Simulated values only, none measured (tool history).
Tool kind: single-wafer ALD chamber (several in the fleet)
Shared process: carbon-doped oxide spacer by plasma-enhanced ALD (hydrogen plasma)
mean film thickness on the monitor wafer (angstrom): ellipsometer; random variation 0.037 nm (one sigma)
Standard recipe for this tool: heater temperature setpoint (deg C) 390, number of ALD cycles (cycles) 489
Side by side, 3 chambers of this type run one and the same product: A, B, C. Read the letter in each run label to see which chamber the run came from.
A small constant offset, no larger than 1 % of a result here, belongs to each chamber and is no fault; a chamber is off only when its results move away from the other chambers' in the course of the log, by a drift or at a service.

run	hour	heater temperature setpoint (deg C)	number of ALD cycles (cycles)	read-back reference wafer on the same gauge, thickness_nm	mean film thickness on the monitor wafer (angstrom)
1A	8.5	390	489	20.891	243.45
2C	18.2	390	489	20.886	244.57
3B	26.1	390	489	20.882	245.19
4C	33.7	390	489	20.884	244.11
5B	43.1	390	489	20.871	245.57
6A	50.8	390	489	20.868	242.65
7A	57.7	390	489	20.867	243.13
8B	66.1	390	489	20.855	245.66
9C	74.4	390	489	20.849	243.45
10A	81.6	402	553	20.843	273.14
11B	89.5	402	553	20.845	275.36
12C	101.4	402	553	20.829	273.38
13A	109.2	380	438	20.826	217.47
14B	115.2	380	438	20.824	219.06
15C	121.2	380	438	20.821	217.72
16A	129.1	390	489	20.813	242.4
17C	138.2	384	575	20.808	285.89
18B	146.6	384	575	20.794	288.35
19B	155.1	384	575	20.804	287.06
20C	160.5	390	489	20.792	243.27
21A	167.3	390	489	20.782	241.8
22C	174.1	390	489	20.791	243.3
23A	182.9	390	489	20.776	241.32
24B	190	390	489	20.781	244.9

Predict what each chamber gives when all 3 of them run the settings below next.
25A	198.6	390	446		?
25B	198.6	390	446		?
25C	198.6	390	446		?

run	mean film thickness on the monitor wafer (angstrom)
25A	220.25
25B	222.69
25C	221.71
